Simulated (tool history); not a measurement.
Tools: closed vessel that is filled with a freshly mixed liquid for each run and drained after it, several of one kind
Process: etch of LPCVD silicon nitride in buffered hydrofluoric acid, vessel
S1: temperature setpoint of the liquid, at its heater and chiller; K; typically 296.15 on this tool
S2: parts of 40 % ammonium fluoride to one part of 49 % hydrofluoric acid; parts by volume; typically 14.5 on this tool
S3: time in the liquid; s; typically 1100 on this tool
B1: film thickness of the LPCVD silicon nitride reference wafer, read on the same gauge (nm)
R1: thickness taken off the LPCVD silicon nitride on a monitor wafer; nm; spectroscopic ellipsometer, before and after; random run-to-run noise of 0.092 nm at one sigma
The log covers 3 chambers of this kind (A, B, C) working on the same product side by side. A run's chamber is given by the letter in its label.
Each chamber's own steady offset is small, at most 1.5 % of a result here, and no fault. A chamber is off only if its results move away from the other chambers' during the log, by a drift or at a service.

run     day      S1    S2    S3      B1      R1
 1B   0.233  296.15  14.5  1100  59.996  9.8735
 2A   0.533  296.15  14.5  1100  60.019  9.8697
 3C   0.912  296.15  14.5  1100  60.017  10.195
 4A   1.262  296.15  14.5  1100   59.98  10.135
 5C   1.662  296.15  14.5  1100  59.987  10.149
 6B   1.954  296.15  14.5  1100  60.031  9.9162
 7B   2.258  296.15  14.5  1100  59.996  9.9655
 8C   2.546  296.15  14.5  1100  60.011  10.113
 9A    3.05  296.15  14.5  1100  59.944  10.015
10A   3.546  296.15  14.5  1100   60.02  9.9808
11C   3.908  296.15  14.5  1485  59.992  14.119
12B   4.183  296.15  14.5  1485  60.011  13.508
13C   4.458  296.15  14.5  1485  60.001  14.064
14A   4.733  296.15  14.5  1100  59.974  9.9279
15B   5.112  296.15  14.5  1100  59.974  9.8188
16B   5.558  296.15  14.5  1100  60.025  9.9419
17A   5.904  296.15  14.5  1100  59.976  9.9685
18C   6.362  296.15  14.5   655  60.028  6.4356
19B   6.846  296.15  14.5   655  60.007  5.9435
20C   7.238  296.15  14.5   655  59.996  6.3797
21A   7.729  296.15  14.5  1100  60.025  10.001
22C   7.979  296.15  14.5  1100  60.011   10.81
23A    8.25  296.15  14.5  1100  59.993  10.021
24B   8.758  296.15  14.5  1100  59.982  9.8797
25A   8.988  296.15  14.5  1100  59.985  10.167
26C   9.238  296.15  14.5  1100  59.985  10.899
      9.242  -- chamber B: hydrofluoric acid flow meter replaced
27B   9.488  296.15  14.5  1100  59.985  10.107
28B      10  296.15  14.5  1100  60.005  10.094
29A  10.292  296.15  14.5  1100  59.986  10.102
30C  10.804  296.15  14.5  1100  59.995  11.165
31C  11.221  296.15  14.5  1100  59.981  11.247
32B  11.679  296.15  14.5  1100  60.009   10.01
33A  11.921  296.15  14.5   600  59.984  5.4608
34A  12.275  296.15  14.5   600  60.009  5.4576
35C   12.65  296.15  14.5   600  59.986  6.2027
     12.792  -- chamber A: thermometer replaced
36B  12.975  296.15  14.5  1100  59.964  10.093
37C  13.421  296.15  14.5  1100  59.992  11.535
38A  13.829  296.15  14.5  1100  60.035  9.9568
39B  14.312  296.15  14.5  1100  60.004  9.8997

Which is it: a chamber that has drifted or been left off by a service, a gauge drift common to all chambers, or only each chamber's usual small offset? If a chamber is off, name it and its likeliest cause.

Little by little, chamber C moves away from the other chambers.
Likeliest cause: liquid hotter than its thermometer reads (K) = 2.39.
With only this log, it may be confused with: hydrofluoric acid flow above the setpoint (%).

Here are 4 candidates for chamber C's next run, each the usual settings with a change, their results left as question marks. Which one brings its results back in line with what the others give on the usual settings?
In-line tolerance around the mean of the other chambers on the usual settings: R1 0.32 nm
40C-1  14.688  295.65  14.5   970       ?
40C-2  14.688  296.65    13  1100       ?
40C-3  14.688  296.15  14.5   810       ?
40C-4  14.688  296.15  10.5  1100       ?

The mean the other chambers reach with the usual settings: R1 9.9911 nm
  run      R1
40C-1  9.8658
40C-2  13.122
40C-3  8.4648
40C-4  15.673
The answer is 40C-1, which returns the chamber to within the allowed miss of the others.
